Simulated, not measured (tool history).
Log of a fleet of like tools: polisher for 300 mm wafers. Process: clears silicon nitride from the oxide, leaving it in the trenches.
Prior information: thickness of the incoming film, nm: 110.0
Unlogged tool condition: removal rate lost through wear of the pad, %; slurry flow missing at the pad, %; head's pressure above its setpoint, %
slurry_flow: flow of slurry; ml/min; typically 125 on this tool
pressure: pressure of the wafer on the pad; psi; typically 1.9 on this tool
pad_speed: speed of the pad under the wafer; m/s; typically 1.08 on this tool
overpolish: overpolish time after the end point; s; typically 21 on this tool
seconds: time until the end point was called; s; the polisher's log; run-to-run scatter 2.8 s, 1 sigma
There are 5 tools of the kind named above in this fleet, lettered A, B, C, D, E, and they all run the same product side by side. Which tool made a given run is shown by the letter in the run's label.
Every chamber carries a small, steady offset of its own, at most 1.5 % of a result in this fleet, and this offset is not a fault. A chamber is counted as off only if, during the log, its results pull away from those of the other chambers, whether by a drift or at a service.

run,hour,slurry_flow,pressure,pad_speed,overpolish,wafers polished on this pad,hours since the slurry nozzle was cleaned,hours since the head pressure was calibrated,seconds
# hour 0.9: chamber A: slurry nozzle cleaned
1E,8.4,125,1.9,1.08,21,357,29.2,885.1,152.23
2A,16,125,1.9,1.08,21,123,15.1,350,151.38
3D,23.7,125,1.9,1.08,21,203,38.4,225.2,147.92
4B,33.1,125,1.9,1.08,21,756,186.7,999.8,156.16
5C,45,125,1.9,1.26,21,514,504.8,442.2,129.88
6E,54.3,125,1.9,1.26,21,544,75.1,931,133.39
7A,67.3,125,1.9,1.26,21,333,66.4,401.3,128.01
8C,75.2,125,1.9,1.26,21,638,535,472.4,134.17
# hour 80.8: chamber D: head pressure recalibrated
9B,87.8,125,1.9,1.26,21,979,241.4,1054.5,132.64
10D,103.4,125,1.9,1.08,21,528,118.1,22.6,153.56
# hour 111.6: chamber C: slurry nozzle cleaned
11A,113.1,125,1.9,1.08,21,520,112.2,447.1,153.95
# hour 127.5: chamber E: worn pad replaced by a new one
12E,128.5,125,1.9,1.08,21,4,149.3,1005.2,153.3
13D,140.6,125,1.9,1.22,21,681,155.3,59.8,137.79
# hour 144.4: chamber B: worn pad replaced by a new one
# hour 144.5: chamber A: worn pad replaced by a new one
14C,148.6,125,1.9,1.22,21,938,37,545.8,144.27
15B,158.1,125,1.9,1.22,21,56,311.7,1124.8,140.39
16C,167,125,1.9,1.22,21,1013,55.4,564.2,136.27
17A,182.7,125,1.9,1.22,21,156,181.8,516.7,138.65
18E,190.9,125,1.9,1.08,21,259,211.7,1067.6,157.35
19D,202.4,125,1.9,1.08,21,933,217.1,121.6,155.76
20B,217.7,125,1.4,1.22,21,299,371.3,1184.4,192.33
# hour 225: chamber E: head pressure recalibrated
21B,233.3,125,1.4,1.22,21,363,386.9,1200,192.15
22D,249.1,125,1.4,1.22,21,1124,263.8,168.3,183.3
23C,260.4,125,1.4,1.22,21,1395,148.8,657.6,191.83
24A,274.6,125,1.4,1.22,21,532,273.7,608.6,182
25E,288.6,125,1.9,1.08,21,658,309.4,63.6,151.15
# hour 290.9: chamber E: worn pad replaced by a new one
# hour 293.1: chamber D: worn pad replaced by a new one
# hour 294.2: chamber A: worn pad replaced by a new one
26D,299.2,125,1.9,1.08,21,25,313.9,218.4,153.5
# hour 308.6: chamber C: head pressure recalibrated
27C,309.4,125,1.9,1.08,21,1595,197.8,0.9,167.21
28B,320.9,125,1.9,1.08,21,721,474.5,1287.6,160.53
29E,331.6,125,1.9,1.08,21,166,352.4,106.6,151.34
30A,346.9,125,1.9,1.08,21,215,346,680.9,151.27
31B,360.8,125,1.9,1.08,21,885,514.4,1327.5,156.37
32E,368.6,125,1.9,1.08,21,317,389.4,143.6,156.47
33A,382.8,125,1.9,1.08,21,362,381.9,716.8,155.43
34D,397.1,125,1.9,1.08,21,425,411.8,316.3,150.84
# hour 411.9: chamber D: slurry nozzle cleaned
35C,412.3,125,1.9,1.08,21,2016,300.7,103.8,168.54
# hour 416.5: chamber D: head pressure recalibrated
36E,426.7,125,1.9,1.08,21,555,447.5,201.7,160.43
# hour 432.3: chamber B: slurry nozzle cleaned
37A,436.7,105,1.9,1.08,21,583,435.8,770.7,162.07
# hour 436.9: chamber B: worn pad replaced by a new one
# hour 440: chamber B: head pressure recalibrated
38B,448,105,1.9,1.08,21,45,15.8,8,167.07
# hour 448.9: chamber A: worn pad replaced by a new one
# hour 456.4: chamber E: worn pad replaced by a new one
39C,457.8,105,1.9,1.08,21,2202,346.2,149.3,175.23
40D,468.8,105,1.9,1.08,21,718,57,52.3,160.56
41B,483.4,105,1.9,1.08,21,190,51.2,43.4,162.06
42A,493.4,125,1.9,1.08,21,182,492.5,827.4,154.58
43E,507.4,125,1.9,1.08,21,208,528.2,282.4,158.44

For the next run the whole fleet of 5 chambers uses the same settings. Give each chamber's results:
44A,518.9,125,1.9,1.08,21,,,,?
44B,518.9,125,1.9,1.08,21,,,,?
44C,518.9,125,1.9,1.08,21,,,,?
44D,518.9,125,1.9,1.08,21,,,,?
44E,518.9,125,1.9,1.08,21,,,,?

run,seconds
44A,159
44B,158.67
44C,172.17
44D,156.24
44E,159.13
